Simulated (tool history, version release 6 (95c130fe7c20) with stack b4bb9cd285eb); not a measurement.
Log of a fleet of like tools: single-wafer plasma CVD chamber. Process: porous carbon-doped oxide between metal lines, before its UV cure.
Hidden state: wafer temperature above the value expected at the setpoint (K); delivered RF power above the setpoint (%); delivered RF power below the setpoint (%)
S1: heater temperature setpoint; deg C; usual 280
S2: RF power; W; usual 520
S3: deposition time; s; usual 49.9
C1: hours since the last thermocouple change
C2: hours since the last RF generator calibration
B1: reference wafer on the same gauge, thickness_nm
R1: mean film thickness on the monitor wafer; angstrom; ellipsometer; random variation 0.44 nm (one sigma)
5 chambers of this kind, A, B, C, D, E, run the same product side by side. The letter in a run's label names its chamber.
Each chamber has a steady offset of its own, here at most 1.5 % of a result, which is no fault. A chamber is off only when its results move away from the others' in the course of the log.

run   hour   S1   S2    S3      C1      C2      B1      R1
 1E    5.2  280  520  49.9   731.9  1306.5  272.92    3063
 2A    9.1  280  520  49.9    88.8   467.1   272.9  3095.1
 3D   12.7  280  520  49.9    81.7   700.1  272.88  3076.7
 4B   15.2  280  520  49.9  1707.6   396.5  272.83  3068.3
 5C   20.3  280  520  49.9   683.2  1930.5  272.79    3111
 6A   25.6  280  520  49.9   105.3   483.6  272.73  3095.4
 7B   28.5  280  520  49.9  1720.9   409.8  272.58    3066
 8C   31.8  280  520  49.9   694.7    1942  272.71  3113.9
 9E   35.9  280  520  49.9   762.6  1337.2  272.61  3053.2
10D   39.6  280  520  49.9   108.6     727  272.51  3065.9
11B   42.3  292  440  49.9  1734.7   423.6  272.54  2537.7
      44.2  -- chamber E: RF generator calibrated
12A   47.7  292  440  49.9   127.4   505.7  272.46  2548.6
13D   51.1  292  440  49.9   120.1   738.5  272.46  2543.6
14E   53.7  292  440  49.9   780.4     9.6  272.42  2511.1
15C   58.3  292  440  49.9   721.2  1968.5  272.41  2580.2
16C   61.5  280  520  49.9   724.4  1971.7  272.23    3111
17E   65.6  280  520  49.9   792.3    21.5  272.28  3046.5
18A   69.1  280  520  49.9   148.8   527.1  272.28  3090.4
19D   74.5  280  590  49.9   143.5   761.9  272.22  3334.7
20B   78.6  280  590  49.9    1771   459.9  272.15  3330.2
21D   83.9  280  590  49.9   152.9   771.3  272.13  3342.3
22C   88.2  280  590  49.9   751.1  1998.4  272.04  3371.4
23A   90.9  280  590  49.9   170.6   548.9  271.94    3338
24B   95.6  280  600  57.3    1788   476.9  271.99  3853.8
25E  100.8  280  600  57.3   827.5    56.7  271.95  3846.4
26A    104  280  600  57.3   183.7     562  271.77  3879.1
27D    109  280  600  57.3     178   796.4  271.85  3855.8
28B  112.9  280  600  57.3  1805.3   494.2  271.84  3852.9
29E  118.2  280  520  49.9   844.9    74.1  271.75  3042.8
30C  122.7  280  520  49.9   785.6  2032.9  271.63  3101.2
31D  127.6  280  520  49.9   196.6     815  271.64  3067.4
32A  132.1  280  520  49.9   211.8   590.1  271.56  3078.5
33E  136.9  280  520  49.9   863.6    92.8  271.54  3040.9
34C  139.4  280  520  49.9   802.3  2049.6  271.41  3106.9
35B  144.6  280  520  57.4    1837   525.9   271.5  3510.5

Is one chamber off against the others, does the gauge drift, or is nothing wrong? If a chamber is off, say which, and what the likeliest cause is.

The gauge drifts, so all chambers seem to drift together. No chamber is off.
Cause: gauge reads low (%) = 0.581.

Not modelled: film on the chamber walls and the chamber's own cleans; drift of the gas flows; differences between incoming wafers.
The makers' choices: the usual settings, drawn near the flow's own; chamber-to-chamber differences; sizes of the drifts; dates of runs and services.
